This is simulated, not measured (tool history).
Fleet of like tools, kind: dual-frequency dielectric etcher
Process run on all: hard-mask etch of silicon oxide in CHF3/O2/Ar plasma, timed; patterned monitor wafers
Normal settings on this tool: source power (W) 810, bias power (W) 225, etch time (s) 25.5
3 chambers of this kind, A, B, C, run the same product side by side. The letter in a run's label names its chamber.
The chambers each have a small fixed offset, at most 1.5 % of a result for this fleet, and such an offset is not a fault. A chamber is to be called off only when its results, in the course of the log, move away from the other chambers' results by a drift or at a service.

run	day	source power (W)	bias power (W)	etch time (s)	hours since the last wet clean	hours since the last source power generator calibration	hours since the last bias power generator calibration	read-back reference wafer on the same gauge, depth_nm	mean etch depth across the wafer (nm)
1B	0.229	810	225	25.5	449.6	2700.3	2629.5	69.838	62.046
2C	0.504	810	225	25.5	14.4	1634.4	1331.5	69.784	60.633
3A	0.821	810	225	25.5	81.4	816.2	1336.8	69.817	61.403
4C	1.071	810	225	25.5	28.0	1648.0	1345.1	69.852	60.184
5B	1.379	730	186	25.5	477.2	2727.9	2657.1	69.787	55.562
6A	1.646	730	186	25.5	101.2	836.0	1356.6	69.821	55.095
# day 1.896: chamber B: wet clean of the chamber
7B	1.942	730	186	25.5	1.2	2741.4	2670.6	69.814	58.355
8C	2.208	810	225	25.5	55.3	1675.3	1372.4	69.812	60.679
9A	2.412	810	225	25.5	119.6	854.4	1375.0	69.786	61.370
10C	2.625	810	225	25.5	65.3	1685.3	1382.4	69.832	60.258
11A	2.854	810	225	25.5	130.2	865.0	1385.6	69.873	60.931
12B	3.125	810	225	25.5	29.6	2769.8	2699.0	69.812	64.668
13B	3.454	810	225	25.5	37.5	2777.7	2706.9	69.796	64.380
14A	3.662	940	262	25.5	149.6	884.4	1405.0	69.823	68.108
15C	3.967	940	262	25.5	97.5	1717.5	1414.6	69.818	67.292
16C	4.125	940	262	25.5	101.3	1721.3	1418.4	69.822	67.250
17A	4.317	810	225	25.5	165.3	900.1	1420.7	69.754	61.718
18B	4.467	810	225	25.5	61.8	2802.0	2731.2	69.785	64.212
19A	4.721	810	225	25.5	175.0	909.8	1430.4	69.821	61.465
20B	4.979	810	225	25.5	74.1	2814.3	2743.5	69.874	64.414

Next, every chamber runs the same settings. What will each give?
21A	5.217	810	225	25.5					?
21B	5.217	810	225	25.5					?
21C	5.217	810	225	25.5					?

run	mean etch depth across the wafer (nm)
21A	61.440
21B	64.504
21C	60.625
